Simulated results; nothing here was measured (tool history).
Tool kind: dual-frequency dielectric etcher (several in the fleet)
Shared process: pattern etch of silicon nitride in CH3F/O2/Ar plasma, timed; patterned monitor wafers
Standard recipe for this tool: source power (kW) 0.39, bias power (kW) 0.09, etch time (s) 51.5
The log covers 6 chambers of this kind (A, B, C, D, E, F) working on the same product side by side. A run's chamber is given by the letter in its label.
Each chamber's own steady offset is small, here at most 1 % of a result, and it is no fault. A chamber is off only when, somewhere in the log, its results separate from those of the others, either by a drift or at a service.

run	hour	source power (kW)	bias power (kW)	etch time (s)	hours since the last wet clean	hours since the last source power generator calibration	hours since the last bias power generator calibration	read-back reference wafer on the same gauge, depth_nm	mean etch depth across the wafer (angstrom)
1B	3.5	0.39	0.09	51.5	47.1	3256.1	151.1	33.095	383.3
2E	5.7	0.39	0.09	51.5	185.7	2781.9	407.4	33.11	386.83
3C	8.2	0.39	0.09	51.5	244.1	2734.1	2591.2	33.104	385.4
4A	11.9	0.39	0.09	51.5	304	1872.9	3616.3	33.108	384.51
5D	14.8	0.39	0.09	51.5	90.5	2204.7	2709.5	33.12	383.37
6F	19.2	0.39	0.09	51.5	389.3	2789.3	1145.3	33.115	385.58
7C	23.1	0.39	0.09	51.5	259	2749	2606.1	33.127	386.94
8B	27.1	0.39	0.09	51.5	70.7	3279.7	174.7	33.131	384.43
9E	31.5	0.39	0.09	51.5	211.5	2807.7	433.2	33.143	386.97
10D	34.4	0.39	0.09	51.5	110.1	2224.3	2729.1	33.145	383.7
11A	36.4	0.39	0.09	51.5	328.5	1897.4	3640.8	33.144	384.98
12F	38.4	0.39	0.09	51.5	408.5	2808.5	1164.5	33.142	385.21
13E	42.1	0.39	0.076	51.5	222.1	2818.3	443.8	33.141	364.95
14F	46.4	0.39	0.076	51.5	416.5	2816.5	1172.5	33.154	363.85
15C	50.9	0.39	0.076	51.5	286.8	2776.8	2633.9	33.153	363.52
16D	54.5	0.39	0.076	51.5	130.2	2244.4	2749.2	33.147	361.79
17A	58.3	0.39	0.076	51.5	350.4	1919.3	3662.7	33.159	363.58
18B	61.5	0.39	0.076	51.5	105.1	3314.1	209.1	33.157	361.37
19B	65.9	0.39	0.09	51.5	109.5	3318.5	213.5	33.171	384.22
20E	68.4	0.39	0.09	51.5	248.4	2844.6	470.1	33.171	387.81
21A	72.9	0.39	0.09	51.5	365	1933.9	3677.3	33.177	386.8
22C	76.3	0.39	0.09	44	312.2	2802.2	2659.3	33.186	329.95
23F	79.1	0.39	0.09	44	449.2	2849.2	1205.2	33.186	329.79
24D	82.3	0.39	0.09	44	158	2272.2	2777	33.195	329.36
25A	86.2	0.39	0.09	44	378.3	1947.2	3690.6	33.195	329.57
26C	88.7	0.39	0.09	44	324.6	2814.6	2671.7	33.196	330.75
27E	91.8	0.39	0.09	44	271.8	2868	493.5	33.197	330.92
28F	95	0.39	0.09	51.5	465.1	2865.1	1221.1	33.212	386.01
29D	97.7	0.39	0.09	51.5	173.4	2287.6	2792.4	33.211	385.27
30B	100.5	0.39	0.09	51.5	144.1	3353.1	248.1	33.21	384.37
31F	104.6	0.39	0.09	51.5	474.7	2874.7	1230.7	33.221	386.65
32D	107.1	0.39	0.09	51.5	182.8	2297	2801.8	33.223	385.69
33C	111.3	0.39	0.09	51.5	347.2	2837.2	2694.3	33.23	387.26
34E	114.1	0.39	0.09	51.5	294.1	2890.3	515.8	33.227	388.13
35A	117.6	0.39	0.069	44	409.7	1978.6	3722	33.222	301.35
36B	120	0.39	0.069	44	163.6	3372.6	267.6	33.228	299.92
37D	123.8	0.39	0.069	44	199.5	2313.7	2818.5	33.246	300.12
38A	127.8	0.39	0.069	44	419.9	1988.8	3732.2	33.24	301.45
39F	131.2	0.39	0.069	44	501.3	2901.3	1257.3	33.24	301.87
40B	135.7	0.39	0.069	44	179.3	3388.3	283.3	33.255	299.7
41C	138	0.39	0.09	51.5	373.9	2863.9	2721	33.257	387.2
42E	140.2	0.39	0.09	51.5	320.2	2916.4	541.9	33.257	388.06

For the next run the whole fleet of 6 chambers uses the same settings. Give each chamber's results:
43A	143.4	0.39	0.09	51.5					?
43B	143.4	0.39	0.09	51.5					?
43C	143.4	0.39	0.09	51.5					?
43D	143.4	0.39	0.09	51.5					?
43E	143.4	0.39	0.09	51.5					?
43F	143.4	0.39	0.09	51.5					?

run	mean etch depth across the wafer (angstrom)
43A	387.05
43B	384.59
43C	387.93
43D	385.74
43E	387.85
43F	387.3
